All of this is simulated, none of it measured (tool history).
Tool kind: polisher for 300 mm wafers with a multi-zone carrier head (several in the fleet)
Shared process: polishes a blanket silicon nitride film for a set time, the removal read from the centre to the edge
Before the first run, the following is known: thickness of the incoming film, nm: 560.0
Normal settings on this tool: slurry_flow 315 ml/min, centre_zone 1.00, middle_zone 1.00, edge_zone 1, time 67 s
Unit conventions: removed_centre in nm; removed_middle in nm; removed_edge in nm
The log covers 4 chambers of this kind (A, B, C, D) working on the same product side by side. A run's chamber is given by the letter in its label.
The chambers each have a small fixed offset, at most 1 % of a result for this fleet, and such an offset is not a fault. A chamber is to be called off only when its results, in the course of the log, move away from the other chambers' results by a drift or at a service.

run	hour	slurry_flow	centre_zone	middle_zone	edge_zone	time	wafers polished on this pad	hours since the slurry nozzle was cleaned	hours since the centre zone pressure was calibrated	hours since the edge zone pressure was calibrated	removed_centre	removed_middle	removed_edge
1D	9.1	315	1.00	1.00	1	67	450	345.6	200.4	803.8	134.900	136.270	138.420
2A	19.6	315	1.00	1.00	1	67	977	363.1	417.1	176.6	136.690	136.660	138.450
3B	24.6	315	1.00	1.00	1	67	391	211.1	425.1	905.2	136.900	137.600	139.810
4C	30.7	315	1.00	1.00	1	67	685	91.1	299.5	315.6	137.700	136.820	137.580
5B	37.3	315	1.00	1.00	1	67	459	223.8	437.8	917.9	135.350	137.400	138.170
6A	47.1	315	1.00	1.00	1	67	1124	390.6	444.6	204.1	139.330	137.880	138.470
7C	55.2	315	1.00	1.00	1	67	816	115.6	324.0	340.1	135.600	137.690	136.880
# hour 60.7: chamber A: worn pad replaced by a new one
8D	65.0	315	1.00	1.00	1	67	748	401.5	256.3	859.7	136.050	136.890	138.990
9C	70.3	315	0.95	1.00	1	59	897	130.7	339.1	355.2	112.170	120.830	122.060
10B	79.5	315	0.95	1.00	1	59	685	266.0	480.0	960.1	115.580	121.350	122.720
11A	85.4	315	0.95	1.00	1	59	132	428.9	482.9	242.4	115.080	121.170	120.970
# hour 94.0: chamber B: worn pad replaced by a new one
12D	95.1	315	0.95	1.00	1	59	909	431.6	286.4	889.8	113.550	120.910	121.010
13B	103.4	315	1.00	1.00	1	67	50	289.9	503.9	984.0	137.220	137.440	137.330
14A	110.0	315	1.00	1.00	1	67	264	453.5	507.5	267.0	138.300	136.900	135.990
15D	120.7	315	1.00	1.00	1	67	1046	457.2	312.0	915.4	136.290	135.140	136.770
16C	127.5	315	1.00	1.00	1	67	1203	187.9	396.3	412.4	134.820	136.490	137.170
# hour 129.2: chamber A: slurry nozzle cleaned
17C	134.0	315	1.00	1.00	1	67	1237	194.4	402.8	418.9	136.790	135.580	136.760
18D	145.4	315	1.00	1.00	1	67	1178	481.9	336.7	940.1	135.910	134.720	138.220
19B	152.9	410	1.00	1.00	1	46	314	339.4	553.4	1033.5	95.517	96.952	96.732
# hour 155.0: chamber C: centre zone pressure recalibrated
# hour 161.1: chamber B: slurry nozzle cleaned
20A	161.9	410	1.00	1.00	1	46	541	32.8	559.4	318.9	95.782	97.104	96.825
# hour 163.5: chamber D: edge zone pressure recalibrated
# hour 165.7: chamber C: edge zone pressure recalibrated
21D	167.8	410	1.00	1.00	1	46	1298	504.3	359.1	4.4	94.871	94.552	95.845
22C	175.8	410	1.00	1.00	1	46	1461	236.2	20.8	10.1	95.019	96.159	96.319
23B	182.2	315	1.00	1.00	1	67	471	21.2	582.7	1062.8	136.090	139.320	138.150
# hour 186.0: chamber C: worn pad replaced by a new one
24A	189.0	315	1.00	1.00	1	67	686	59.9	586.5	346.0	135.040	137.460	137.300
# hour 193.8: chamber C: slurry nozzle cleaned
25B	198.2	315	1.00	1.00	1	67	557	37.2	598.7	1078.8	135.850	137.650	138.270
26C	203.3	315	1.00	1.00	1	67	92	9.5	48.3	37.6	137.290	137.630	135.570
# hour 203.4: chamber D: worn pad replaced by a new one
27D	213.5	315	1.00	1.00	1	67	54	550.0	404.8	50.1	133.910	134.500	136.130
28A	221.4	315	1.00	1.00	1	67	859	92.3	618.9	378.4	138.840	138.120	137.830
29A	227.8	315	1.00	1.00	1	67	893	98.7	625.3	384.8	138.400	137.700	137.410
# hour 228.3: chamber B: centre zone pressure recalibrated
# hour 232.9: chamber B: worn pad replaced by a new one
30B	239.0	315	1.00	1.00	1	67	32	78.0	10.7	1119.6	136.000	137.610	140.700
31C	247.1	315	1.00	1.00	1	67	327	53.3	92.1	81.4	135.960	137.620	136.650
32D	253.2	315	1.00	1.00	1	67	266	589.7	444.5	89.8	132.130	131.520	135.390
33C	258.5	315	1.00	1.00	1	67	388	64.7	103.5	92.8	137.890	137.440	137.280
34D	265.9	315	1.00	1.00	1	67	334	602.4	457.2	102.5	130.810	131.840	135.280
35B	274.0	315	1.00	1.00	1	53	219	113.0	45.7	1154.6	108.000	109.060	109.520
# hour 279.6: chamber A: worn pad replaced by a new one
36A	283.2	315	1.00	1.00	1	53	19	154.1	680.7	440.2	110.120	108.930	108.660
37C	294.7	315	1.00	1.00	1	53	581	100.9	139.7	129.0	108.020	107.900	109.410
38A	303.4	315	1.00	1.00	1	53	127	174.3	700.9	460.4	110.480	109.310	107.890
39B	314.7	315	1.00	1.00	1	67	437	153.7	86.4	1195.3	135.610	138.450	138.690
40D	320.5	225	1.00	1.00	1	60	626	657.0	511.8	157.1	108.160	110.510	114.680
41B	326.0	225	1.00	1.00	1	60	497	165.0	97.7	1206.6	117.880	118.420	121.520
42D	331.0	225	1.00	1.00	1	60	682	667.5	522.3	167.6	107.800	109.380	115.120
43A	341.9	225	1.00	1.00	1	60	333	212.8	739.4	498.9	120.240	118.710	119.370
44C	349.1	365	1.00	1.06	1	67	872	155.3	194.1	183.4	139.500	147.740	138.100

Next, all 4 chambers run the settings below, one line each with question marks for the results. What does each chamber give?
45A	357.4	315	1.00	1.00	1	67					?	?	?
45B	357.4	315	1.00	1.00	1	67					?	?	?
45C	357.4	315	1.00	1.00	1	67					?	?	?
45D	357.4	315	1.00	1.00	1	67					?	?	?

run	removed_centre	removed_middle	removed_edge
45A	139.070	139.570	137.750
45B	136.200	138.630	137.210
45C	137.170	138.120	137.870
45D	127.690	127.950	132.120
